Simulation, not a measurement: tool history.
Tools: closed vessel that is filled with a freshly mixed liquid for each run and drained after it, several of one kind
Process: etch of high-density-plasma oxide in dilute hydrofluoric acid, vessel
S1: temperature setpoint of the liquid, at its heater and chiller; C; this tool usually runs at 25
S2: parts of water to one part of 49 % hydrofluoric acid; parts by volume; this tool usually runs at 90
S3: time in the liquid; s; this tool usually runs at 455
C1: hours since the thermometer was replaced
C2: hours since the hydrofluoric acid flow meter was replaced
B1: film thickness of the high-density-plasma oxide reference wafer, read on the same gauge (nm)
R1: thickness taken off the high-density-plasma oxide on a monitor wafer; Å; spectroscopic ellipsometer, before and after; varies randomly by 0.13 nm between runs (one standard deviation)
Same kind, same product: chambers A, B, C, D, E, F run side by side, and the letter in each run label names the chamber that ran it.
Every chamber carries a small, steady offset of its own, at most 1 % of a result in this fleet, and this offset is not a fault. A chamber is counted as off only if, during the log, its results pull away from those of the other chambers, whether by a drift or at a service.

{"run": "1F", "day": 0.375, "S1": 25, "S2": 90, "S3": 455, "C1": 1388.5, "C2": 548.9, "B1": 149.98, "R1": 295.05}
{"run": "2B", "day": 0.738, "S1": 25, "S2": 90, "S3": 455, "C1": 321.3, "C2": 1009.2, "B1": 150, "R1": 291.34}
{"run": "3D", "day": 0.925, "S1": 25, "S2": 90, "S3": 455, "C1": 412.8, "C2": 69.2, "B1": 150.01, "R1": 289.5}
{"run": "4A", "day": 1.3, "S1": 25, "S2": 90, "S3": 455, "C1": 781.1, "C2": 769, "B1": 150, "R1": 287.83}
{"run": "5C", "day": 1.621, "S1": 25, "S2": 90, "S3": 455, "C1": 258.6, "C2": 1363.2, "B1": 150.01, "R1": 289.69}
{"run": "6E", "day": 1.821, "S1": 25, "S2": 90, "S3": 455, "C1": 441.3, "C2": 179.2, "B1": 150, "R1": 291.57}
{"run": "7E", "day": 2.025, "S1": 25, "S2": 90, "S3": 455, "C1": 446.2, "C2": 184.1, "B1": 150, "R1": 288.95}
{"run": "8D", "day": 2.279, "S1": 23, "S2": 90, "S3": 455, "C1": 445.3, "C2": 101.7, "B1": 150.01, "R1": 268.02}
{"run": "9B", "day": 2.608, "S1": 23, "S2": 90, "S3": 455, "C1": 366.2, "C2": 1054.1, "B1": 149.99, "R1": 268.77}
{"run": "10A", "day": 2.912, "S1": 23, "S2": 90, "S3": 455, "C1": 819.8, "C2": 807.7, "B1": 150.01, "R1": 269.61}
{"run": "11F", "day": 3.179, "S1": 23, "S2": 90, "S3": 455, "C1": 1455.8, "C2": 616.2, "B1": 149.98, "R1": 270.16}
{"run": "12C", "day": 3.558, "S1": 23, "S2": 90, "S3": 455, "C1": 305.1, "C2": 1409.7, "B1": 150, "R1": 266.44}
{"run": "13E", "day": 3.904, "S1": 23, "S2": 90, "S3": 455, "C1": 491.3, "C2": 229.2, "B1": 149.99, "R1": 267.76}
{"run": "14F", "day": 4.208, "S1": 25, "S2": 90, "S3": 455, "C1": 1480.5, "C2": 640.9, "B1": 150, "R1": 292.62}
{"run": "15D", "day": 4.588, "S1": 25, "S2": 90, "S3": 455, "C1": 500.7, "C2": 157.1, "B1": 150, "R1": 291.37}
{"run": "16B", "day": 4.812, "S1": 25, "S2": 90, "S3": 455, "C1": 419.1, "C2": 1107, "B1": 150, "R1": 292.21}
{"run": "17C", "day": 5.2, "S1": 25, "S2": 90, "S3": 455, "C1": 344.5, "C2": 1449.1, "B1": 150.01, "R1": 288.88}
{"run": "18A", "day": 5.529, "S1": 25, "S2": 90, "S3": 455, "C1": 882.6, "C2": 870.5, "B1": 149.98, "R1": 291.44}
{"run": "19F", "day": 5.733, "S1": 25, "S2": 65, "S3": 455, "C1": 1517.1, "C2": 677.5, "B1": 150.02, "R1": 420.93}
{"run": "20D", "day": 5.925, "S1": 25, "S2": 65, "S3": 455, "C1": 532.8, "C2": 189.2, "B1": 149.99, "R1": 418.55}
{"run": "21B", "day": 6.2, "S1": 25, "S2": 65, "S3": 455, "C1": 452.4, "C2": 1140.3, "B1": 150, "R1": 415.77}
{"run": "22E", "day": 6.525, "S1": 25, "S2": 65, "S3": 455, "C1": 554.2, "C2": 292.1, "B1": 150, "R1": 415.39}
{"run": "23A", "day": 6.825, "S1": 25, "S2": 65, "S3": 455, "C1": 913.7, "C2": 901.6, "B1": 150.01, "R1": 418.25}
{"run": "24C", "day": 7.158, "S1": 25, "S2": 65, "S3": 455, "C1": 391.5, "C2": 1496.1, "B1": 150.02, "R1": 418.63}
{"run": "25B", "day": 7.408, "S1": 25, "S2": 130, "S3": 310, "C1": 481.4, "C2": 1169.3, "B1": 150.01, "R1": 130.87}
{"day": 7.642, "done": "chamber C: hydrofluoric acid flow meter replaced"}
{"run": "26A", "day": 7.767, "S1": 25, "S2": 130, "S3": 310, "C1": 936.3, "C2": 924.2, "B1": 149.99, "R1": 128.7}
{"run": "27E", "day": 8.108, "S1": 25, "S2": 130, "S3": 310, "C1": 592.2, "C2": 330.1, "B1": 150, "R1": 131.76}
{"run": "28D", "day": 8.421, "S1": 25, "S2": 130, "S3": 310, "C1": 592.7, "C2": 249.1, "B1": 150, "R1": 128.77}
{"run": "29F", "day": 8.738, "S1": 25, "S2": 130, "S3": 310, "C1": 1589.2, "C2": 749.6, "B1": 150, "R1": 130.7}
{"run": "30C", "day": 9.104, "S1": 25, "S2": 130, "S3": 310, "C1": 438.2, "C2": 35.1, "B1": 150, "R1": 128.58}
{"run": "31F", "day": 9.292, "S1": 25, "S2": 90, "S3": 455, "C1": 1602.5, "C2": 762.9, "B1": 150, "R1": 294.27}
{"run": "32A", "day": 9.592, "S1": 25, "S2": 90, "S3": 455, "C1": 980.1, "C2": 968, "B1": 150, "R1": 291.85}
{"run": "33E", "day": 9.779, "S1": 25, "S2": 90, "S3": 455, "C1": 632.3, "C2": 370.2, "B1": 149.99, "R1": 291.25}
{"run": "34C", "day": 10.154, "S1": 25, "S2": 90, "S3": 455, "C1": 463.4, "C2": 60.3, "B1": 150, "R1": 289.11}
{"run": "35B", "day": 10.425, "S1": 25, "S2": 90, "S3": 455, "C1": 553.8, "C2": 1241.7, "B1": 150, "R1": 290.5}
{"run": "36D", "day": 10.683, "S1": 25, "S2": 90, "S3": 455, "C1": 647, "C2": 303.4, "B1": 150, "R1": 289.89}
{"run": "37F", "day": 10.958, "S1": 22, "S2": 90, "S3": 455, "C1": 1642.5, "C2": 802.9, "B1": 150, "R1": 257.56}
{"run": "38C", "day": 11.296, "S1": 22, "S2": 90, "S3": 455, "C1": 490.8, "C2": 87.7, "B1": 150, "R1": 254.71}
{"run": "39E", "day": 11.512, "S1": 22, "S2": 90, "S3": 455, "C1": 673.9, "C2": 411.8, "B1": 149.98, "R1": 260.06}
{"run": "40B", "day": 11.808, "S1": 22, "S2": 90, "S3": 455, "C1": 587, "C2": 1274.9, "B1": 149.99, "R1": 258.7}

The same settings go to every chamber for the next run, one line per chamber below. Forecast the results for each:
{"run": "41A", "day": 12.088, "S1": 25, "S2": 90, "S3": 200, "R1": "?"}
{"run": "41B", "day": 12.088, "S1": 25, "S2": 90, "S3": 200, "R1": "?"}
{"run": "41C", "day": 12.088, "S1": 25, "S2": 90, "S3": 200, "R1": "?"}
{"run": "41D", "day": 12.088, "S1": 25, "S2": 90, "S3": 200, "R1": "?"}
{"run": "41E", "day": 12.088, "S1": 25, "S2": 90, "S3": 200, "R1": "?"}
{"run": "41F", "day": 12.088, "S1": 25, "S2": 90, "S3": 200, "R1": "?"}

run=41A R1=126.95
run=41B R1=127.29
run=41C R1=127.59
run=41D R1=128.21
run=41E R1=128.85
run=41F R1=128.96

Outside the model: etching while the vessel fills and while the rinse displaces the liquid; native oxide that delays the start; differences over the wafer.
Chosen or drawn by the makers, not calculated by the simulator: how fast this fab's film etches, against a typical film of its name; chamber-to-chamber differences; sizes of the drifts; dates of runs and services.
